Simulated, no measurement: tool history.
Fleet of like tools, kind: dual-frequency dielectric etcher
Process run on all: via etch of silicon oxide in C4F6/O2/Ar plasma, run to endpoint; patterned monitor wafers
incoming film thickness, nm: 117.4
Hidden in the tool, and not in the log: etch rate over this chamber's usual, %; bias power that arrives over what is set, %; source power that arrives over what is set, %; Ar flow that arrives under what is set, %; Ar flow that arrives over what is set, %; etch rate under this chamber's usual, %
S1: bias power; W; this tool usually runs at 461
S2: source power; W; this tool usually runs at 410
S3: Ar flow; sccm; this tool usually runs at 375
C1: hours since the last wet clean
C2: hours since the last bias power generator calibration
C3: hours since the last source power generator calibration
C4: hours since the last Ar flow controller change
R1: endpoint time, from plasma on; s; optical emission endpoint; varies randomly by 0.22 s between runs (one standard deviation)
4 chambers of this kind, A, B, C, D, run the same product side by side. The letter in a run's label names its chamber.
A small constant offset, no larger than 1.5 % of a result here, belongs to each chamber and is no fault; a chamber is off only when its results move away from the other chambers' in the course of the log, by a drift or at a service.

| run | hour | S1 | S2 | S3 | C1 | C2 | C3 | C4 | R1 |
|---|---|---|---|---|---|---|---|---|---|
| 1C | 4.5 | 461 | 410 | 375 | 189.4 | 2063.1 | 798 | 1489.3 | 27.308 |
| 2D | 10.1 | 461 | 410 | 375 | 261.9 | 1301.1 | 1084.3 | 2429.8 | 27.006 |
| 3A | 14.4 | 461 | 410 | 375 | 430.2 | 889.3 | 2414.4 | 30.9 | 27.42 |
| 4B | 18 | 461 | 410 | 375 | 355.4 | 2781.3 | 3996.6 | 1362.8 | 26.873 |
| 5B | 23.8 | 461 | 410 | 375 | 361.2 | 2787.1 | 4002.4 | 1368.6 | 26.945 |
| 6D | 29 | 461 | 410 | 375 | 280.8 | 1320 | 1103.2 | 2448.7 | 27.477 |
| 7A | 33.2 | 461 | 410 | 375 | 449 | 908.1 | 2433.2 | 49.7 | 27.238 |
| 8C | 38.7 | 461 | 410 | 375 | 223.6 | 2097.3 | 832.2 | 1523.5 | 26.576 |
| 9A | 46.6 | 461 | 410 | 375 | 462.4 | 921.5 | 2446.6 | 63.1 | 27.371 |
| 10D | 50.6 | 413 | 360 | 375 | 302.4 | 1341.6 | 1124.8 | 2470.3 | 30.011 |
| 11C | 58.2 | 413 | 360 | 375 | 243.1 | 2116.8 | 851.7 | 1543 | 29.721 |
| 12B | 64.3 | 413 | 360 | 375 | 401.7 | 2827.6 | 4042.9 | 1409.1 | 28.913 |
|  | 66.3 | chamber A: wet clean of the chamber |
| 13C | 71.5 | 413 | 360 | 375 | 256.4 | 2130.1 | 865 | 1556.3 | 29.668 |
| 14D | 79 | 461 | 410 | 375 | 330.8 | 1370 | 1153.2 | 2498.7 | 27.467 |
| 15A | 86.5 | 461 | 410 | 375 | 20.2 | 961.4 | 2486.5 | 103 | 27.237 |
| 16B | 91.8 | 461 | 410 | 375 | 429.2 | 2855.1 | 4070.4 | 1436.6 | 27.019 |
| 17C | 97.8 | 545 | 320 | 375 | 282.7 | 2156.4 | 891.3 | 1582.6 | 28.279 |
| 18D | 101.4 | 545 | 320 | 375 | 353.2 | 1392.4 | 1175.6 | 2521.1 | 28.895 |
| 19B | 104.9 | 545 | 320 | 375 | 442.3 | 2868.2 | 4083.5 | 1449.7 | 27.347 |
| 20A | 109.3 | 545 | 320 | 375 | 43 | 984.2 | 2509.3 | 125.8 | 28.326 |
| 21D | 113.1 | 461 | 360 | 375 | 364.9 | 1404.1 | 1187.3 | 2532.8 | 29.545 |
| 22C | 117.2 | 461 | 360 | 375 | 302.1 | 2175.8 | 910.7 | 1602 | 28.392 |
| 23B | 124.4 | 461 | 360 | 375 | 461.8 | 2887.7 | 4103 | 1469.2 | 28.042 |
| 24A | 130.8 | 461 | 360 | 375 | 64.5 | 1005.7 | 2530.8 | 147.3 | 28.871 |
| 25B | 138.6 | 461 | 410 | 375 | 476 | 2901.9 | 4117.2 | 1483.4 | 26.448 |

Read the log: is a single chamber off, either drifting away or since a service, is the gauge that measures every chamber drifting, or is nothing wrong beyond small per-chamber offsets? Name any odd chamber and what most likely caused it.

Little by little, chamber D moves away from the other chambers.
Cause: etch rate under this chamber's usual, % = 4.54.

Which of the 4 candidates below, each the usual settings with something changed and its results left as question marks, puts chamber D back in line with what the other chambers give on the usual settings?
Maximum distance from the other chambers' mean on the usual settings for a result to count as in line: R1 0.77 s
| 26D-1 | 144.3 | 491 | 430 | 368 |  |  |  |  | ? |
| 26D-2 | 144.3 | 461 | 310 | 375 |  |  |  |  | ? |
| 26D-3 | 144.3 | 584 | 410 | 375 |  |  |  |  | ? |
| 26D-4 | 144.3 | 431 | 390 | 382 |  |  |  |  | ? |

On the usual settings, the other chambers give on average: R1 27.031 s
| run | R1 |
|---|---|
| 26D-1 | 27.2 |
| 26D-2 | 31.436 |
| 26D-3 | 25.959 |
| 26D-4 | 29.719 |
The right change is 26D-1: it brings the chamber back within the allowed miss of the others.
